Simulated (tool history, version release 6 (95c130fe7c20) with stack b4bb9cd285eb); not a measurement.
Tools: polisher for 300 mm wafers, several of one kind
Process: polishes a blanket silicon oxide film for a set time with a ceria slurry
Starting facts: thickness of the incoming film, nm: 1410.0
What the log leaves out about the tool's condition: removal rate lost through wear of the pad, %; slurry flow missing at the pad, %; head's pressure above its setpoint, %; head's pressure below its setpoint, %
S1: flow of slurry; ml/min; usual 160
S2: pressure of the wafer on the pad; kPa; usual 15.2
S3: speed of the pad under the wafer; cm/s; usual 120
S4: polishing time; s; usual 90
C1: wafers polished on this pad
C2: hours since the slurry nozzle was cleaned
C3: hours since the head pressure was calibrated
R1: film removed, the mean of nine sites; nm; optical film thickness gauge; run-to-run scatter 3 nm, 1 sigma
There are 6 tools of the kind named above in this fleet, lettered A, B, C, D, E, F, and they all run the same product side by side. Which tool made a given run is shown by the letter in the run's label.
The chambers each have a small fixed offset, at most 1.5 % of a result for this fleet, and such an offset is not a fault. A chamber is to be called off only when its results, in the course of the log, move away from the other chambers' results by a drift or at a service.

Run 1D, hour 9.5: usual settings; C1 687; C2 315.7; C3 681.4. Result: R1 310.19 nm.
Run 2A, hour 17.4: usual settings; C1 626; C2 26; C3 212.3. Result: R1 306.88 nm.
Run 3B, hour 25.8: usual settings; C1 644; C2 638.3; C3 220.4. Result: R1 307.82 nm.
At hour 26.2: chamber B: worn pad replaced by a new one.
At hour 28.1: chamber D: worn pad replaced by a new one.
Run 4E, hour 36.9: usual settings; C1 847; C2 322.3; C3 875. Result: R1 304.39 nm.
At hour 40: chamber A: worn pad replaced by a new one.
Run 5F, hour 46.7: usual settings; C1 514; C2 718.5; C3 1203.4. Result: R1 310.02 nm.
At hour 53.1: chamber C: worn pad replaced by a new one.
Run 6C, hour 54.9: usual settings; C1 14; C2 244.4; C3 670.5. Result: R1 315.18 nm.
Run 7D, hour 63: usual settings; C1 275; C2 369.2; C3 734.9. Result: R1 313.78 nm.
Run 8B, hour 69.9: usual settings; C1 345; C2 682.4; C3 264.5. Result: R1 309.05 nm.
At hour 79.4: chamber E: worn pad replaced by a new one.
Run 9A, hour 79.4: usual settings; C1 310; C2 88; C3 274.3. Result: R1 305.86 nm.
Run 10E, hour 85.9: usual settings; C1 51; C2 371.3; C3 924. Result: R1 306.65 nm.
Run 11C, hour 93.4: usual settings; C1 318; C2 282.9; C3 709. Result: R1 316.82 nm.
Run 12F, hour 102.2: usual settings; C1 952; C2 774; C3 1258.9. Result: R1 311.85 nm.
Run 13B, hour 111: usual settings; C1 669; C2 723.5; C3 305.6. Result: R1 312.31 nm.
At hour 116: chamber B: worn pad replaced by a new one.
Run 14D, hour 116.5: usual settings; C1 697; C2 422.7; C3 788.4. Result: R1 307.17 nm.
Run 15A, hour 122: usual settings but S2 17.9 kPa, S4 113 s; C1 647; C2 130.6; C3 316.9. Result: R1 458.46 nm.
At hour 124.5: chamber A: worn pad replaced by a new one.
Run 16C, hour 129.4: usual settings but S2 17.9 kPa, S4 113 s; C1 602; C2 318.9; C3 745. Result: R1 469.98 nm.
At hour 132.3: chamber D: worn pad replaced by a new one.
Run 17E, hour 138.1: usual settings but S2 17.9 kPa, S4 113 s; C1 463; C2 423.5; C3 976.2. Result: R1 456.63 nm.
At hour 139.6: chamber F: slurry nozzle cleaned.
At hour 147.6: chamber F: worn pad replaced by a new one.
Run 18F, hour 148.3: usual settings but S2 17.9 kPa, S4 113 s; C1 6; C2 8.7; C3 1305. Result: R1 460.38 nm.
At hour 151.2: chamber B: slurry nozzle cleaned.
Run 19A, hour 157.6: usual settings but S2 17.9 kPa, S4 113 s; C1 261; C2 166.2; C3 352.5. Result: R1 460.03 nm.
Run 20B, hour 169.1: usual settings but S2 17.9 kPa, S4 113 s; C1 419; C2 18; C3 363.7. Result: R1 463.11 nm.
Run 21E, hour 178.9: usual settings; C1 785; C2 464.3; C3 1017. Result: R1 301.42 nm.
At hour 187.1: chamber A: head pressure recalibrated.
Run 22D, hour 188.3: usual settings but S3 150 cm/s; C1 442; C2 494.5; C3 860.2. Result: R1 385.1 nm.
Run 23C, hour 196.2: usual settings but S3 150 cm/s; C1 1129; C2 385.7; C3 811.8. Result: R1 397.38 nm.
At hour 197: chamber D: slurry nozzle cleaned.
At hour 202.4: chamber C: worn pad replaced by a new one.
Run 24F, hour 205.5: usual settings but S3 150 cm/s; C1 457; C2 65.9; C3 1362.2. Result: R1 378.13 nm.
At hour 211.6: chamber A: worn pad replaced by a new one.
At hour 212.2: chamber B: worn pad replaced by a new one.
Run 25B, hour 214.3: usual settings but S3 150 cm/s; C1 16; C2 63.2; C3 408.9. Result: R1 388.52 nm.
At hour 219.2: chamber E: worn pad replaced by a new one.
Run 26A, hour 222.7: usual settings but S3 150 cm/s; C1 87; C2 231.3; C3 35.7. Result: R1 374.95 nm.
Run 27F, hour 228.1: usual settings but S3 150 cm/s; C1 635; C2 88.5; C3 1384.8. Result: R1 388.56 nm.
At hour 235.1: chamber E: head pressure recalibrated.
Run 28E, hour 235.9: usual settings; C1 132; C2 521.3; C3 0.9. Result: R1 302.69 nm.
At hour 238.3: chamber D: worn pad replaced by a new one.
At hour 239: chamber F: head pressure recalibrated.
Run 29D, hour 244.8: usual settings; C1 51; C2 47.9; C3 916.7. Result: R1 306.66 nm.
Run 30C, hour 254.9: usual settings; C1 414; C2 444.4; C3 870.5. Result: R1 317.12 nm.
Run 31D, hour 266.1: usual settings; C1 220; C2 69.2; C3 938. Result: R1 312.43 nm.
Run 32B, hour 274.7: usual settings; C1 493; C2 123.6; C3 469.3. Result: R1 305.23 nm.
Run 33E, hour 285.7: usual settings; C1 524; C2 571.1; C3 50.7. Result: R1 306.34 nm.
At hour 292.2: chamber B: worn pad replaced by a new one.
Run 34F, hour 295.1: usual settings; C1 1164; C2 155.5; C3 56.1. Result: R1 308.93 nm.
Run 35A, hour 304: usual settings; C1 729; C2 312.6; C3 117. Result: R1 308.9 nm.
At hour 304.4: chamber A: worn pad replaced by a new one.
Run 36C, hour 310.7: usual settings but S1 135 ml/min; C1 854; C2 500.2; C3 926.3. Result: R1 302.83 nm.
At hour 312.4: chamber F: worn pad replaced by a new one.
At hour 319.9: chamber D: worn pad replaced by a new one.
Run 37E, hour 320: usual settings but S1 135 ml/min; C1 795; C2 605.4; C3 85. Result: R1 293.07 nm.
Run 38F, hour 331.7: usual settings but S1 135 ml/min; C1 152; C2 192.1; C3 92.7. Result: R1 299.41 nm.
At hour 339.8: chamber C: worn pad replaced by a new one.
Run 39C, hour 341.4: usual settings but S1 135 ml/min; C1 13; C2 530.9; C3 957. Result: R1 303.64 nm.
Run 40A, hour 350.4: usual settings but S1 135 ml/min; C1 362; C2 359; C3 163.4. Result: R1 297.48 nm.
Run 41D, hour 359: usual settings but S1 135 ml/min; C1 309; C2 162.1; C3 1030.9. Result: R1 307.15 nm.
Run 42B, hour 367.1: usual settings; C1 591; C2 216; C3 561.7. Result: R1 304.85 nm.
Run 43B, hour 373.5: usual settings; C1 641; C2 222.4; C3 568.1. Result: R1 308.48 nm.

What goes on in this fleet: one chamber off, a drifting gauge, or nothing beyond the chambers' own small offsets? Name the chamber and the cause, if any.

Nothing is wrong: each chamber keeps only its own small, steady offset and the gauge holds still.
